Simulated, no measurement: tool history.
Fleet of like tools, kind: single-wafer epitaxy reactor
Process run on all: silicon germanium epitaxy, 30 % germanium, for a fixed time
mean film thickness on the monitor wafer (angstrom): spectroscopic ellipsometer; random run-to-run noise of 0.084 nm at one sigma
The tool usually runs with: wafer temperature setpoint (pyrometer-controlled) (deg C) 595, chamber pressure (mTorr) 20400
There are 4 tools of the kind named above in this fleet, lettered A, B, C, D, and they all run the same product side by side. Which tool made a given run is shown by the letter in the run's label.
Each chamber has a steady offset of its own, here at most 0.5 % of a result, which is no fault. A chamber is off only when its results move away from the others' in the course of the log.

run	day	wafer temperature setpoint (pyrometer-controlled) (deg C)	chamber pressure (mTorr)	read-back reference wafer on the same gauge, thickness_nm	mean film thickness on the monitor wafer (angstrom)
1D	0.350	595	20400	44.199	542.33
2A	0.617	595	20400	44.212	542.73
3B	1.029	595	20400	44.212	542.48
4C	1.488	595	20400	44.242	544.59
5B	1.892	595	20400	44.256	541.88
6C	2.238	595	20400	44.240	545.26
7D	2.558	595	20400	44.252	543.19
8A	2.896	595	20400	44.293	542.79
9C	3.246	595	20400	44.287	545.36
10A	3.529	595	20400	44.292	541.34
11B	3.929	595	20400	44.285	542.37
12D	4.338	595	20400	44.311	544.55
13C	4.758	595	20400	44.313	543.83
14D	5.233	595	20400	44.314	544.67
15B	5.746	595	20400	44.347	544.00
16A	6.275	595	20400	44.362	543.42
17A	6.788	595	20400	44.353	542.95
18C	7.288	581	23000	44.363	442.59
19B	7.600	581	23000	44.385	440.48
20D	8.004	581	23000	44.404	439.36
21B	8.346	581	23000	44.398	439.77
22A	8.792	595	20400	44.388	543.70
23C	9.038	595	20400	44.401	547.60
24D	9.558	581	25300	44.432	458.06
25A	9.908	581	25300	44.426	455.78
# day 10.192: chamber D: capacitance manometer re-zeroed and calibrated
26C	10.312	581	25300	44.446	460.74
27D	10.808	581	25300	44.459	457.94
28B	11.046	595	20400	44.473	544.66
29D	11.308	595	20400	44.470	545.48

For the next run the whole fleet of 4 chambers uses the same settings. Give each chamber's results:
30A	11.683	595	20400		?
30B	11.683	595	20400		?
30C	11.683	595	20400		?
30D	11.683	595	20400		?

run	mean film thickness on the monitor wafer (angstrom)
30A	544.47
30B	544.76
30C	549.22
30D	545.14

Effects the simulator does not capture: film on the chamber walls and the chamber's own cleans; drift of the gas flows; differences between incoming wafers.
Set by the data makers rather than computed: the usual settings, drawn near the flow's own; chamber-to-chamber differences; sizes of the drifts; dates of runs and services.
